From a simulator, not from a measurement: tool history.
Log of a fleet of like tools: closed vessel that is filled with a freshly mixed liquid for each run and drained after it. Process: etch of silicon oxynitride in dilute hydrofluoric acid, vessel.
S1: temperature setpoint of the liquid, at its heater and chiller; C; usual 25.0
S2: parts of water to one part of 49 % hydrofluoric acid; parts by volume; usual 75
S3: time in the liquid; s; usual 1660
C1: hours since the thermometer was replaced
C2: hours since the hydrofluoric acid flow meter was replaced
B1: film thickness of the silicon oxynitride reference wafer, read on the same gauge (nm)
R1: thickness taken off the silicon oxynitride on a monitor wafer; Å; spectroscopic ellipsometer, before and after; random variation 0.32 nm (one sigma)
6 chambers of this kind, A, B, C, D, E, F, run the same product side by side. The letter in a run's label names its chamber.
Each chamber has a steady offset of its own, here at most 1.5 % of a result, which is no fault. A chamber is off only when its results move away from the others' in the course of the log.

run	hour	S1	S2	S3	C1	C2	B1	R1
1D	12.1	25.0	75	1660	40.6	265.4	39.970	496.19
2C	27.7	25.0	75	1660	1950.4	1967.5	39.999	498.32
3F	43.5	25.0	75	1660	1330.9	321.6	39.970	501.68
4B	59.9	25.0	75	1660	1126.5	492.3	40.001	500.14
5A	67.8	25.0	75	1660	226.3	75.1	39.983	495.94
6E	83.3	25.0	75	1660	1082.2	294.3	39.977	492.58
7C	93.5	25.0	75	1660	2016.2	2033.3	39.986	494.40
8D	106.0	25.0	75	1660	134.5	359.3	40.001	502.53
9E	113.6	25.0	75	1660	1112.5	324.6	39.984	490.47
10F	122.9	25.0	75	1660	1410.3	401.0	39.986	505.39
11A	137.0	29.5	95	1660	295.5	144.3	39.978	466.91
12B	147.8	29.5	95	1660	1214.4	580.2	40.012	474.32
13C	159.2	29.5	95	1660	2081.9	2099.0	40.004	474.66
14E	171.5	29.5	95	1660	1170.4	382.5	39.975	472.96
15B	187.6	29.5	95	1660	1254.2	620.0	39.984	482.92
16D	196.9	29.5	95	1660	225.4	450.2	39.983	475.06
17A	209.2	25.0	60	1660	367.7	216.5	39.998	624.71
18F	222.1	25.0	60	1660	1509.5	500.2	39.984	645.57
19B	233.1	25.0	60	1660	1299.7	665.5	40.009	650.86
20D	242.7	25.0	60	1660	271.2	496.0	39.988	634.33
# hour 254.5: chamber C: thermometer replaced
21E	256.4	25.0	60	1660	1255.3	467.4	40.016	624.79
22F	264.4	25.0	60	1660	1551.8	542.5	40.017	649.86
23A	278.4	25.0	75	1660	436.9	285.7	40.021	497.48
24C	293.0	25.0	75	1660	38.6	2232.8	40.018	498.66
25E	305.3	25.0	75	1660	1304.2	516.3	40.003	490.71
26D	320.0	25.0	75	1660	348.5	573.3	39.947	492.57
27A	336.1	25.0	75	1660	494.6	343.4	40.033	496.74
28F	352.1	29.5	75	1660	1639.5	630.2	39.982	621.83
29C	362.2	29.5	75	1660	107.8	2302.0	40.036	610.58
30B	371.1	29.5	75	1660	1437.7	803.5	40.028	657.21
31D	378.3	29.5	75	1660	406.8	631.6	40.040	619.21
# hour 388.1: chamber F: hydrofluoric acid flow meter replaced
32C	389.7	29.5	75	1660	135.3	2329.5	40.006	613.96
33F	400.6	29.5	75	1660	1688.0	12.5	39.958	625.71
34E	415.4	25.0	75	1660	1414.3	626.4	40.003	494.17
35B	428.1	25.0	75	1660	1494.7	860.5	40.012	534.97
36A	441.8	25.0	75	1660	600.3	449.1	39.995	500.50
37C	456.8	29.0	75	2010	202.4	2396.6	39.980	729.39
38D	466.0	29.0	75	2010	494.5	719.3	39.999	730.67

What goes on in this fleet: one chamber off, a drifting gauge, or nothing beyond the chambers' own small offsets? Name the chamber and the cause, if any.

Chamber B drifts away from the others.
Cause: hydrofluoric acid flow above the setpoint (%) = 7.99.
The log may not tell that from: liquid hotter than its thermometer reads (K).

Here are 4 candidates for chamber B's next run, each the usual settings with a change, their results left as question marks. Which one brings its results back in line with what the others give on the usual settings?
In line means no further than this from the other chambers' mean on the usual settings: R1 11.00 Å
39B-1	478.0	25.5	70	1810				?
39B-2	478.0	25.0	75	1510				?
39B-3	478.0	21.0	75	1660				?
39B-4	478.0	25.0	75	1810				?

The other chambers' mean on the usual settings: R1 497.49 Å
run	R1
39B-1	653.67
39B-2	494.86
39B-3	448.52
39B-4	593.17
39B-2 brings the chamber back in line.

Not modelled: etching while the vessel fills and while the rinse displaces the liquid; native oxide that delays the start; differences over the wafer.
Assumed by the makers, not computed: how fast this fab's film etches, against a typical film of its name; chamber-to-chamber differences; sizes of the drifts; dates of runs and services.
